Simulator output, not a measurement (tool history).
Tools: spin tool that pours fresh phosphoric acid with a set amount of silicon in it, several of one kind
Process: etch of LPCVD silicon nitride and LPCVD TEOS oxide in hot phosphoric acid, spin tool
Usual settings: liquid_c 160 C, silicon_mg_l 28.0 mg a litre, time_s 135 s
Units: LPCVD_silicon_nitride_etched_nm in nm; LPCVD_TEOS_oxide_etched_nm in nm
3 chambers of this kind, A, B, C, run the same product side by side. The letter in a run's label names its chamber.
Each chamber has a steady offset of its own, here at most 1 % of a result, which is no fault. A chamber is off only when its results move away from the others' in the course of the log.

| run | hour | liquid_c | silicon_mg_l | time_s | hours since the thermometer was replaced | hours since the dissolved silicon flow meter was replaced | hours since the heated supply line was repaired | read-back film thickness of the LPCVD silicon nitride reference wafer, read on the same gauge (nm) | read-back film thickness of the LPCVD TEOS oxide reference wafer, read on the same gauge (nm) | LPCVD_silicon_nitride_etched_nm | LPCVD_TEOS_oxide_etched_nm |
|---|---|---|---|---|---|---|---|---|---|---|---|
| 1B | 5.7 | 160 | 28.0 | 135 | 1260.9 | 603.9 | 740.8 | 139.99 | 59.997 | 10.1500 | 0.23708 |
| 2A | 16.2 | 160 | 28.0 | 135 | 263.5 | 942.5 | 1987.2 | 139.97 | 59.998 | 10.1010 | 0.20394 |
| 3C | 21.7 | 160 | 28.0 | 135 | 21.9 | 465.0 | 3487.3 | 139.99 | 60.016 | 10.2140 | 0.24700 |
| 4A | 28.6 | 160 | 28.0 | 135 | 275.9 | 954.9 | 1999.6 | 139.98 | 60.025 | 10.0920 | 0.26221 |
| 5B | 33.8 | 160 | 38.5 | 135 | 1289.0 | 632.0 | 768.9 | 140.00 | 60.003 | 9.9800 | 0.16339 |
| 6C | 43.3 | 160 | 38.5 | 135 | 43.5 | 486.6 | 3508.9 | 140.00 | 59.983 | 10.1740 | 0.13320 |
| 7B | 54.2 | 160 | 38.5 | 135 | 1309.4 | 652.4 | 789.3 | 140.00 | 59.993 | 10.2090 | 0.12932 |
| 8A | 65.3 | 160 | 28.0 | 135 | 312.6 | 991.6 | 2036.3 | 140.01 | 60.019 | 10.2950 | 0.26768 |
| 9C | 71.2 | 160 | 28.0 | 135 | 71.4 | 514.5 | 3536.8 | 140.03 | 59.998 | 10.1250 | 0.22224 |
| 10C | 81.9 | 160 | 28.0 | 135 | 82.1 | 525.2 | 3547.5 | 139.97 | 60.019 | 10.0330 | 0.19279 |
| 11A | 90.2 | 160 | 28.0 | 135 | 337.5 | 1016.5 | 2061.2 | 140.02 | 59.993 | 10.2070 | 0.23552 |
| 12B | 97.1 | 160 | 28.0 | 135 | 1352.3 | 695.3 | 832.2 | 140.01 | 60.011 | 10.0790 | 0.24537 |
| 13C | 103.1 | 160 | 28.0 | 135 | 103.3 | 546.4 | 3568.7 | 140.00 | 60.035 | 10.2000 | 0.18529 |
| 14B | 110.1 | 160 | 28.0 | 135 | 1365.3 | 708.3 | 845.2 | 139.99 | 60.017 | 10.0670 | 0.24274 |
| 15A | 115.1 | 160 | 28.0 | 135 | 362.4 | 1041.4 | 2086.1 | 139.99 | 60.028 | 10.2500 | 0.25486 |
|  | 120.8 | chamber B: dissolved silicon flow meter replaced |
| 16B | 123.5 | 160 | 28.0 | 135 | 1378.7 | 2.7 | 858.6 | 140.00 | 59.970 | 10.1450 | 0.21720 |
| 17A | 134.8 | 160 | 28.0 | 135 | 382.1 | 1061.1 | 2105.8 | 139.99 | 59.966 | 10.1680 | 0.16157 |
| 18C | 143.3 | 158 | 28.0 | 80 | 143.5 | 586.6 | 3608.9 | 140.02 | 60.001 | 5.6851 | 0.12126 |
| 19B | 150.0 | 158 | 28.0 | 80 | 1405.2 | 29.2 | 885.1 | 140.01 | 59.986 | 5.5701 | 0.13035 |
| 20A | 160.6 | 158 | 28.0 | 80 | 407.9 | 1086.9 | 2131.6 | 140.00 | 59.986 | 5.5882 | 0.12920 |
| 21C | 170.2 | 160 | 28.0 | 135 | 170.4 | 613.5 | 3635.8 | 140.00 | 60.001 | 10.0700 | 0.26137 |
| 22B | 179.2 | 160 | 28.0 | 135 | 1434.4 | 58.4 | 914.3 | 140.01 | 59.984 | 10.1130 | 0.23388 |
| 23C | 185.6 | 160 | 28.0 | 135 | 185.8 | 628.9 | 3651.2 | 139.98 | 60.001 | 10.2000 | 0.20699 |
| 24A | 196.4 | 158 | 28.0 | 90 | 443.7 | 1122.7 | 2167.4 | 140.02 | 59.988 | 6.2994 | 0.13035 |
| 25B | 201.7 | 158 | 28.0 | 90 | 1456.9 | 80.9 | 936.8 | 139.99 | 60.007 | 6.3677 | 0.13686 |
| 26C | 212.3 | 158 | 28.0 | 90 | 212.5 | 655.6 | 3677.9 | 140.00 | 60.012 | 6.2860 | 0.13063 |
| 27A | 220.3 | 160 | 28.0 | 135 | 467.6 | 1146.6 | 2191.3 | 140.02 | 59.992 | 10.2200 | 0.27895 |
| 28A | 229.3 | 160 | 28.0 | 135 | 476.6 | 1155.6 | 2200.3 | 139.98 | 59.976 | 10.2060 | 0.21980 |
| 29C | 238.4 | 160 | 28.0 | 135 | 238.6 | 681.7 | 3704.0 | 140.01 | 60.004 | 10.1660 | 0.19233 |
| 30B | 247.1 | 160 | 28.0 | 135 | 1502.3 | 126.3 | 982.2 | 139.99 | 60.011 | 10.0600 | 0.27259 |
| 31B | 255.7 | 160 | 28.0 | 135 | 1510.9 | 134.9 | 990.8 | 139.98 | 60.030 | 10.1700 | 0.25040 |
| 32C | 263.2 | 160 | 28.0 | 210 | 263.4 | 706.5 | 3728.8 | 139.97 | 60.010 | 15.8510 | 0.35343 |
| 33A | 269.8 | 160 | 28.0 | 210 | 517.1 | 1196.1 | 2240.8 | 140.01 | 59.978 | 15.7790 | 0.36305 |
|  | 272.1 | chamber A: heated supply line repaired |
| 34C | 279.4 | 160 | 28.0 | 210 | 279.6 | 722.7 | 3745.0 | 139.99 | 60.039 | 15.9470 | 0.38956 |
| 35A | 286.5 | 160 | 28.0 | 135 | 533.8 | 1212.8 | 14.5 | 140.01 | 60.049 | 10.0760 | 0.27010 |
| 36B | 293.0 | 160 | 18.5 | 60 | 1548.2 | 172.2 | 1028.1 | 139.99 | 60.015 | 4.4759 | 0.14553 |
| 37A | 304.3 | 160 | 18.5 | 60 | 551.6 | 1230.6 | 32.3 | 140.02 | 59.997 | 4.4856 | 0.18209 |
| 38C | 309.9 | 160 | 18.5 | 60 | 310.1 | 753.2 | 3775.5 | 140.01 | 60.005 | 4.5260 | 0.12578 |
| 39B | 317.8 | 160 | 28.0 | 135 | 1573.0 | 197.0 | 1052.9 | 139.99 | 60.008 | 10.0420 | 0.21445 |
| 40A | 324.7 | 160 | 28.0 | 135 | 572.0 | 1251.0 | 52.7 | 140.03 | 60.008 | 10.1100 | 0.17379 |
| 41C | 332.0 | 160 | 28.0 | 135 | 332.2 | 775.3 | 3797.6 | 140.01 | 60.000 | 10.0330 | 0.25183 |

Is one chamber off against the others, does the gauge drift, or is nothing wrong? If a chamber is off, say which, and what the likeliest cause is.

No chamber stands off beyond its own small offset, and the gauge holds steady.
